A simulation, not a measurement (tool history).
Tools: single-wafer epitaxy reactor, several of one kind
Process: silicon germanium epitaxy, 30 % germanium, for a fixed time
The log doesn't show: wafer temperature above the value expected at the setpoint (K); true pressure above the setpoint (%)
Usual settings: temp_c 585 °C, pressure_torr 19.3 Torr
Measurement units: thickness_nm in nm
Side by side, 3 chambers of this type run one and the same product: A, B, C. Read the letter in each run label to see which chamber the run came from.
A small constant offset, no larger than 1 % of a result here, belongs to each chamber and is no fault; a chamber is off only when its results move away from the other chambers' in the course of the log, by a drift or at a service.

| run | hour | temp_c | pressure_torr | hours since the last pyrometer calibration | hours since the last manometer calibration | read-back reference wafer on the same gauge, thickness_nm | thickness_nm |
|---|---|---|---|---|---|---|---|
| 1B | 7.5 | 585 | 19.3 | 1231.0 | 1697.3 | 44.425 | 44.577 |
|  | 8.4 | chamber B: capacitance manometer re-zeroed and calibrated |
| 2C | 11.9 | 585 | 19.3 | 529.1 | 2007.6 | 44.417 | 43.853 |
| 3A | 17.9 | 585 | 19.3 | 912.1 | 1284.7 | 44.385 | 43.974 |
| 4B | 23.3 | 585 | 19.3 | 1246.8 | 14.9 | 44.446 | 44.366 |
| 5A | 28.5 | 585 | 19.3 | 922.7 | 1295.3 | 44.375 | 44.044 |
| 6C | 37.7 | 585 | 19.3 | 554.9 | 2033.4 | 44.432 | 44.217 |
| 7B | 46.1 | 585 | 19.3 | 1269.6 | 37.7 | 44.407 | 44.379 |
| 8A | 53.3 | 585 | 16.0 | 947.5 | 1320.1 | 44.414 | 40.721 |
| 9C | 59.7 | 585 | 16.0 | 576.9 | 2055.4 | 44.410 | 40.883 |
| 10B | 68.8 | 585 | 16.0 | 1292.3 | 60.4 | 44.379 | 40.972 |
| 11A | 75.7 | 599 | 19.3 | 969.9 | 1342.5 | 44.429 | 56.922 |
| 12C | 80.1 | 599 | 19.3 | 597.3 | 2075.8 | 44.438 | 57.276 |
| 13A | 86.4 | 599 | 19.3 | 980.6 | 1353.2 | 44.409 | 57.171 |
| 14C | 95.2 | 585 | 19.3 | 612.4 | 2090.9 | 44.417 | 44.408 |
|  | 96.1 | chamber A: capacitance manometer re-zeroed and calibrated |
| 15B | 103.2 | 585 | 19.3 | 1326.7 | 94.8 | 44.361 | 44.184 |
| 16C | 107.3 | 585 | 19.3 | 624.5 | 2103.0 | 44.434 | 44.242 |
| 17B | 114.8 | 585 | 19.3 | 1338.3 | 106.4 | 44.431 | 44.467 |
| 18A | 119.7 | 585 | 19.3 | 1013.9 | 23.7 | 44.375 | 44.878 |
| 19C | 128.5 | 571 | 23.3 | 645.7 | 2124.2 | 44.400 | 36.039 |
| 20A | 134.7 | 571 | 23.3 | 1028.9 | 38.7 | 44.403 | 37.329 |
| 21B | 142.6 | 571 | 23.3 | 1366.1 | 134.2 | 44.405 | 36.146 |
| 22B | 148.5 | 585 | 19.3 | 1372.0 | 140.1 | 44.398 | 44.388 |
| 23A | 155.7 | 585 | 19.3 | 1049.9 | 59.7 | 44.387 | 45.339 |
| 24C | 160.1 | 585 | 19.3 | 677.3 | 2155.8 | 44.363 | 44.157 |
| 25A | 164.3 | 585 | 19.3 | 1058.5 | 68.3 | 44.398 | 45.663 |
| 26C | 173.6 | 585 | 19.3 | 690.8 | 2169.3 | 44.417 | 44.034 |
| 27B | 180.6 | 585 | 19.3 | 1404.1 | 172.2 | 44.378 | 44.184 |
| 28C | 185.4 | 585 | 19.3 | 702.6 | 2181.1 | 44.390 | 43.895 |
| 29A | 193.5 | 585 | 19.3 | 1087.7 | 97.5 | 44.416 | 46.165 |
| 30B | 202.3 | 585 | 19.3 | 1425.8 | 193.9 | 44.388 | 44.465 |

Is one chamber out of step, is the gauge drifting, or do the chambers differ by no more than their own small offsets? For an off chamber, give its letter and the likeliest cause.

One chamber, A, drifts off from the rest bit by bit.
Most likely cause: wafer temperature above the value expected at the setpoint (K) = 3.03.

Chamber A could run next with any of the 4 candidate recipes listed below; each alters the usual settings, and their results appear as question marks. Which one brings its results back in line with what the other chambers deliver on the usual settings?
Allowed miss from the other chambers' usual-settings mean, per result, to count as in line: thickness_nm 0.670 nm
| 31A-1 | 209.1 | 586 | 19.4 |  |  |  | ? |
| 31A-2 | 209.1 | 585 | 21.8 |  |  |  | ? |
| 31A-3 | 209.1 | 584 | 19.3 |  |  |  | ? |
| 31A-4 | 209.1 | 585 | 16.8 |  |  |  | ? |

Mean of the other chambers on the usual settings: thickness_nm 44.216 nm
| run | thickness_nm |
|---|---|
| 31A-1 | 47.698 |
| 31A-2 | 49.071 |
| 31A-3 | 45.870 |
| 31A-4 | 44.192 |
It is 31A-4 that realigns the chamber with its peers.
